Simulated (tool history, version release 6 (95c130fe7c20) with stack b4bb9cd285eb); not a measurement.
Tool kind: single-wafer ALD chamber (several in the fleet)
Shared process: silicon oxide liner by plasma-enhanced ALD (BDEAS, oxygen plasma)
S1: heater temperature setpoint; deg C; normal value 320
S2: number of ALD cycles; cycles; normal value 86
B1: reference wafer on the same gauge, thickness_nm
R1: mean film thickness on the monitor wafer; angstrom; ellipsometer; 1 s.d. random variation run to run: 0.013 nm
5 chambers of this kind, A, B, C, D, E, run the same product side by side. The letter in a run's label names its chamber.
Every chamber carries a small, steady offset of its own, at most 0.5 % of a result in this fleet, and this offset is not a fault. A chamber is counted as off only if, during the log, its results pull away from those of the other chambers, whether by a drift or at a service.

run 1C hour=6.6 | S1=320 S2=86 | B1=6.3109 | R1=77.421
run 2D hour=13.1 | S1=320 S2=86 | B1=6.3145 | R1=78.4
run 3E hour=18.5 | S1=320 S2=86 | B1=6.3154 | R1=77.496
run 4A hour=23 | S1=320 S2=86 | B1=6.3137 | R1=77.459
run 5B hour=30 | S1=320 S2=86 | B1=6.3143 | R1=78.197
run 6B hour=36.1 | S1=320 S2=86 | B1=6.3158 | R1=78.012
run 7D hour=40.4 | S1=320 S2=86 | B1=6.3215 | R1=78.28
run 8C hour=47.2 | S1=326 S2=75 | B1=6.3192 | R1=67.044
run 9E hour=53.3 | S1=326 S2=75 | B1=6.3207 | R1=66.905
run 10A hour=60.8 | S1=326 S2=75 | B1=6.3242 | R1=67.159
run 11A hour=67 | S1=326 S2=75 | B1=6.3225 | R1=67.318
run 12D hour=73.6 | S1=326 S2=75 | B1=6.3273 | R1=67.594
run 13C hour=79 | S1=320 S2=86 | B1=6.3272 | R1=77.612
run 14B hour=85.5 | S1=320 S2=86 | B1=6.3312 | R1=78.177
run 15E hour=92.6 | S1=320 S2=86 | B1=6.3329 | R1=77.782
run 16C hour=99 | S1=320 S2=86 | B1=6.3286 | R1=77.62
run 17A hour=106.2 | S1=320 S2=86 | B1=6.3319 | R1=78.046
run 18D hour=112.4 | S1=320 S2=86 | B1=6.3315 | R1=78.37
run 19B hour=119.6 | S1=320 S2=86 | B1=6.3352 | R1=78.507
run 20E hour=123.9 | S1=320 S2=86 | B1=6.3381 | R1=77.868
run 21B hour=129 | S1=320 S2=86 | B1=6.3366 | R1=78.312
run 22D hour=135.4 | S1=320 S2=86 | B1=6.3377 | R1=78.64
run 23A hour=141.6 | S1=320 S2=86 | B1=6.3436 | R1=78.053
run 24E hour=150.4 | S1=320 S2=86 | B1=6.3401 | R1=77.674
run 25C hour=155.6 | S1=320 S2=86 | B1=6.3428 | R1=77.848
run 26C hour=162.5 | S1=320 S2=86 | B1=6.3445 | R1=77.966
run 27A hour=169.2 | S1=320 S2=86 | B1=6.3496 | R1=77.901
run 28D hour=176.6 | S1=320 S2=86 | B1=6.3509 | R1=78.767
run 29B hour=183.8 | S1=320 S2=86 | B1=6.3489 | R1=78.548
run 30E hour=191 | S1=320 S2=86 | B1=6.3519 | R1=78.057
run 31B hour=197 | S1=320 S2=86 | B1=6.3518 | R1=78.764
run 32D hour=202.6 | S1=320 S2=99 | B1=6.3541 | R1=90.48

All 5 chambers run these settings next. Forecast each chamber's results:
run 33A hour=209.4 | S1=320 S2=86 | R1=?
run 33B hour=209.4 | S1=320 S2=86 | R1=?
run 33C hour=209.4 | S1=320 S2=86 | R1=?
run 33D hour=209.4 | S1=320 S2=86 | R1=?
run 33E hour=209.4 | S1=320 S2=86 | R1=?

run=33A R1=77.995
run=33B R1=78.577
run=33C R1=78.146
run=33D R1=78.628
run=33E R1=77.926

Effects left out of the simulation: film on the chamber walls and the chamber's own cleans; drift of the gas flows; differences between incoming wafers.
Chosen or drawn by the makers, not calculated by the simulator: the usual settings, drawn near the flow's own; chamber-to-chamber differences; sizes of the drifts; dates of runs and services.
